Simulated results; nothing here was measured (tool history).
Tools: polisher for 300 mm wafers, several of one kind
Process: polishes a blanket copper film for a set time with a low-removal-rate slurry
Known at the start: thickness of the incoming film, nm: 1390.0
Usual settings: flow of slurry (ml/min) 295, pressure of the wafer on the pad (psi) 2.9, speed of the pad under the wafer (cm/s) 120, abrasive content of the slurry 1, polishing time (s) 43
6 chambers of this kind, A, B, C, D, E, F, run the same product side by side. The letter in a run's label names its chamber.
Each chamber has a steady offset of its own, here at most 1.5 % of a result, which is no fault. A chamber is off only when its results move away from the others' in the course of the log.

run,hour,flow of slurry (ml/min),pressure of the wafer on the pad (psi),speed of the pad under the wafer (cm/s),abrasive content of the slurry,polishing time (s),film removed (nm)
# hour 0.3: chamber F: slurry nozzle cleaned
1B,5.5,295,2.9,120,1,43,143.41
2C,11.1,295,2.9,120,1,43,145.56
# hour 14.2: chamber D: worn pad replaced by a new one
# hour 17.9: chamber C: worn pad replaced by a new one
3A,18.7,295,2.9,120,1,43,146.93
# hour 19.7: chamber B: worn pad replaced by a new one
# hour 27.4: chamber E: worn pad replaced by a new one
4E,29.5,295,2.9,120,1,43,142.01
# hour 31.6: chamber A: worn pad replaced by a new one
5F,36,295,2.9,120,1,43,144.12
# hour 42.6: chamber E: slurry blender recalibrated
6D,47.7,295,2.9,120,1,43,140.19
7E,56,295,2.9,120,1,43,140.53
8B,61.7,295,2.9,120,1,43,145.75
9A,68.7,295,2.9,120,1,43,144.31
# hour 74.7: chamber A: slurry nozzle cleaned
10C,77.8,375,2.9,120,1,43,146.97
# hour 80.4: chamber C: worn pad replaced by a new one
11F,85.3,375,2.9,120,1,43,145.49
# hour 91.1: chamber B: worn pad replaced by a new one
12D,91.8,375,2.9,120,1,43,144.36
# hour 92.1: chamber D: worn pad replaced by a new one
# hour 94.3: chamber A: worn pad replaced by a new one
# hour 96.3: chamber F: worn pad replaced by a new one
13F,101.1,375,2.9,120,1,43,146.24
14B,107.3,375,2.9,120,1,43,142.37
15E,113.8,375,2.9,120,1,43,145.15
16C,124.1,295,2.9,120,1,43,143.45
17A,134.3,295,2.9,120,1,43,143.32
# hour 141.3: chamber C: worn pad replaced by a new one
# hour 146: chamber A: worn pad replaced by a new one
18D,146.2,295,2.9,120,1,43,144.04
# hour 152.3: chamber E: worn pad replaced by a new one
19D,155.3,295,2.9,120,1,43,146.2
# hour 161.8: chamber B: worn pad replaced by a new one
# hour 162: chamber D: worn pad replaced by a new one
20A,165,295,2.9,120,1,43,145.72
21F,171.8,295,2.9,120,1,43,146.79
22B,182.5,295,2.9,120,1,43,141.39
23C,190.5,295,2.9,120,1,43,142.73
24E,201.1,295,2.9,120,1,43,146.26
# hour 205.7: chamber C: slurry blender recalibrated
25B,207.3,295,2.9,120,1,43,143.12
# hour 208.4: chamber A: worn pad replaced by a new one
# hour 208.4: chamber D: head pressure recalibrated
26E,214.6,295,2.9,120,1,43,142.78
# hour 215.2: chamber C: worn pad replaced by a new one
# hour 216: chamber D: slurry blender recalibrated
# hour 219.2: chamber F: worn pad replaced by a new one
# hour 223.9: chamber B: worn pad replaced by a new one
27C,225.3,295,2.9,120,0.8,53,172.4
28F,233.4,295,2.9,120,0.8,53,173.73
# hour 240.1: chamber A: slurry blender recalibrated
# hour 241.2: chamber D: worn pad replaced by a new one
29A,242.6,295,2.9,120,0.8,53,172.13
# hour 244.9: chamber E: slurry nozzle cleaned
# hour 246.1: chamber C: slurry nozzle cleaned
30D,249,295,2.9,120,0.8,53,169.98
# hour 249.9: chamber C: head pressure recalibrated
31C,255.3,295,2.9,120,0.8,53,174.7
32F,262.8,295,2.9,120,0.8,53,171.82
33E,271.6,295,2.9,120,1,49,159.05
# hour 275.2: chamber A: worn pad replaced by a new one
# hour 278: chamber B: slurry blender recalibrated
34B,278.9,295,2.9,120,1,49,166.95
35D,289.2,295,2.9,120,1,49,161.3
36A,296.5,295,2.9,120,1,49,163.71

What goes on in this fleet: one chamber off, a drifting gauge, or nothing beyond the chambers' own small offsets? Name the chamber and the cause, if any.

No chamber stands off beyond its own small offset, and the gauge holds steady.
